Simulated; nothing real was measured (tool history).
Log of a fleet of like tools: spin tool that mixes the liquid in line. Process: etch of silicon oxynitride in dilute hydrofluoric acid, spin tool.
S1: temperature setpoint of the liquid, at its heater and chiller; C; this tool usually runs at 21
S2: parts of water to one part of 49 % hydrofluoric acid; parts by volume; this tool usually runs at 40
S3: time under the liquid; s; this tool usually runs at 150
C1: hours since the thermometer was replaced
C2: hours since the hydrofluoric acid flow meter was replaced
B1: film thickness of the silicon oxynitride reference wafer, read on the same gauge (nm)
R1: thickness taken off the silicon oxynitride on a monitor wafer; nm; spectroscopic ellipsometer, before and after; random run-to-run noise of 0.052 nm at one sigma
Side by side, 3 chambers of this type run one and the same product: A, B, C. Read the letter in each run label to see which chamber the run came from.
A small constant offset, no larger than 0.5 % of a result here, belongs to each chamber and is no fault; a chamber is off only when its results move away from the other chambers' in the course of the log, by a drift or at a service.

run	day	S1	S2	S3	C1	C2	B1	R1
1A	0.171	21	40	150	2478.6	369.3	40.016	7.8022
2C	0.262	21	40	150	922.5	860.6	40.013	7.7415
3B	0.35	21	40	150	140.8	919.6	40.01	7.8522
4A	0.446	21	40	150	2485.2	375.9	40.011	7.8223
5C	0.608	21	40	150	930.8	868.9	40.007	7.7821
6B	0.792	21	40	150	151.4	930.2	40.012	7.8904
7B	0.992	21	40	150	156.2	935	39.986	7.7846
8C	1.154	21	40	150	943.9	882	39.99	7.7753
9A	1.283	21	40	150	2505.3	396	40.007	7.8495
10B	1.383	21	40	150	165.6	944.4	40.022	7.7964
11A	1.512	17	40	120	2510.8	401.5	40.017	5.0695
12C	1.608	17	40	120	954.8	892.9	39.979	5.0211
13A	1.746	17	40	120	2516.4	407.1	40.02	5.106
14C	1.9	21	40	150	961.8	899.9	40.011	7.6876
15B	2.004	21	40	150	180.5	959.3	40.001	7.8918
16C	2.162	21	40	150	968.1	906.2	40.011	7.6787
17A	2.35	21	40	150	2530.9	421.6	39.963	7.7603
18B	2.45	21	40	150	191.2	970	40.042	7.7445
19C	2.625	21	40	150	979.2	917.3	40.022	7.6632
20A	2.75	21	40	150	2540.5	431.2	40.031	7.8881
# day 2.858: chamber C: hydrofluoric acid flow meter replaced
21B	2.933	21	40	150	202.8	981.6	40.017	7.6113
22B	3.079	21	40	150	206.3	985.1	40.003	7.6151
23C	3.246	21	40	150	994.1	9.3	39.98	7.7107
24A	3.417	21	40	150	2556.5	447.2	39.99	7.8364
25A	3.592	24	40	150	2560.7	451.4	40.013	9.0736
26C	3.717	24	40	150	1005.4	20.6	40.021	8.9477
27B	3.888	24	40	150	225.7	1004.5	40.024	8.763
28B	4.004	21	40	150	228.5	1007.3	40.029	7.5918
29C	4.15	21	40	150	1015.8	31	40.002	7.8119
30A	4.246	19	40	150	2576.4	467.1	40.042	7.0543
31B	4.375	19	40	150	237.4	1016.2	40.033	6.7603
32C	4.467	19	40	150	1023.4	38.6	40.031	7.0715
33A	4.592	21	40	150	2584.7	475.4	40.009	7.805
34C	4.771	21	40	150	1030.7	45.9	39.986	7.7379
35A	4.929	21	40	150	2592.8	483.5	40.024	7.8593
36B	5.088	21	40	150	254.5	1033.3	40.006	7.4817
37B	5.196	21	40	150	257.1	1035.9	39.978	7.4511
38A	5.317	21	40	150	2602.1	492.8	39.951	7.7727
39C	5.492	21	40	150	1048	63.2	40	7.7593
40A	5.617	21	40	150	2609.3	500	40.001	7.7614

Predict what each chamber gives when all 3 of them run the settings below next.
41A	5.754	17	40	150				?
41B	5.754	17	40	150				?
41C	5.754	17	40	150				?

run	R1
41A	6.3881
41B	5.9672
41C	6.3833

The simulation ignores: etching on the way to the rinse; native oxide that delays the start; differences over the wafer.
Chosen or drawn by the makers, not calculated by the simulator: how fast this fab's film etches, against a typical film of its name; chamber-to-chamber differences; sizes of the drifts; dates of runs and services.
